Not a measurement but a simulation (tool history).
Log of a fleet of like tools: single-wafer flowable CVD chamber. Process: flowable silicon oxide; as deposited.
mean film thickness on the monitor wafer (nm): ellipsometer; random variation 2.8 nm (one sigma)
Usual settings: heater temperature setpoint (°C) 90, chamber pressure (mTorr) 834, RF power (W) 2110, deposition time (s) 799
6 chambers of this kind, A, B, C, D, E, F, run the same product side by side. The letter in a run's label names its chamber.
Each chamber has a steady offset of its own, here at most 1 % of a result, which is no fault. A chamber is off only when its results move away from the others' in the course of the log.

run	hour	heater temperature setpoint (°C)	chamber pressure (mTorr)	RF power (W)	deposition time (s)	read-back reference wafer on the same gauge, thickness_nm	mean film thickness on the monitor wafer (nm)
1E	5.9	90	834	2110	799	688.9	723.23
2C	12.8	90	834	2110	799	689.56	719.95
3F	19	90	834	2110	799	689.14	726.49
4B	25.3	90	834	2110	799	689.02	718.4
5A	31.6	100	834	2110	799	688.8	518.98
# hour 38: chamber E: capacitance manometer re-zeroed and calibrated
6D	38.1	100	834	2110	799	689.67	518.54
7E	44.1	100	834	2110	799	688.45	516.59
8B	48.5	100	834	2110	799	689.47	518.13
9C	53.9	100	834	2110	799	688.66	520.27
10A	58.7	100	834	2110	799	688.66	519.44
11D	63.8	90	834	2110	799	689.35	714.75
12F	70	90	834	2110	799	688.74	727.52
13B	77.5	90	834	2110	799	688.97	720.2
14F	82.7	90	834	2110	799	689.32	729.83
15D	87.4	90	834	2110	799	689.25	725.55
16E	91.5	90	834	2110	799	688.4	717.98
# hour 92.6: chamber F: thermocouple changed; heater temperature recalibrated
17A	96.6	90	834	2110	799	689.28	725.31
# hour 101.4: chamber E: thermocouple changed; heater temperature recalibrated
18C	103.4	90	834	2110	799	688.97	722.25
19F	110.8	90	834	1695	720	689.54	622.96
20C	115.2	90	834	1695	720	689.43	614.92
21D	123.4	90	834	1695	720	688.42	616.64
22B	130.9	90	834	1695	720	689.42	620.43
23E	134.9	90	834	1695	720	688.53	647.32
24A	141.9	90	834	1695	720	689.43	621.78
25E	145.8	90	834	2110	799	688.97	764.32
26C	150.2	90	834	2110	799	688.9	724.19
27F	154.7	90	834	2110	799	688.97	727.66
28B	158.9	90	834	2110	799	688.74	713.5
29A	166.9	90	834	2110	799	689.21	718.84
30D	174.4	81	834	2110	881	689.11	1034.4
31C	180.4	81	834	2110	881	689.35	1028.1
32F	186.5	81	834	2110	881	688.63	1048.1
33D	193	81	834	2110	881	688.73	1031.3
34E	197.8	81	834	2110	881	689.12	1092.7
35B	203.1	81	834	2110	881	688.4	1039.2
36A	209	81	994	2110	799	688.97	1168.5
37E	214.1	81	994	2110	799	688.82	1243.1
38F	220.6	81	994	2110	799	688.71	1186.9
# hour 221.3: chamber C: capacitance manometer re-zeroed and calibrated
39D	227.3	81	994	2110	799	688.98	1174.7
40A	233.7	81	994	2110	799	687.97	1163.3
41C	240.3	81	994	2110	799	688.8	1167.4
42B	246.2	90	834	2110	799	688.79	716.93

What goes on in this fleet: one chamber off, a drifting gauge, or nothing beyond the chambers' own small offsets? Name the chamber and the cause, if any.

A service left chamber E off against the others.
Cause: wafer temperature below the value expected at the setpoint (K) = 1.69.

Here are 4 candidates for chamber E's next run, each the usual settings with a change, their results left as question marks. Which one brings its results back in line with what the others give on the usual settings?
In line means no further than this from the other chambers' mean on the usual settings: mean film thickness on the monitor wafer (nm) 9.9
43E-1	252	90	883	2120	799		?
43E-2	252	90	798	2110	782		?
43E-3	252	90	803	2110	799		?
43E-4	252	90	834	2110	837		?

The other chambers' mean on the usual settings: mean film thickness on the monitor wafer (nm) 722.09
run	mean film thickness on the monitor wafer (nm)
43E-1	814.39
43E-2	700.7
43E-3	721.66
43E-4	793.08
43E-3 brings the chamber back in line.
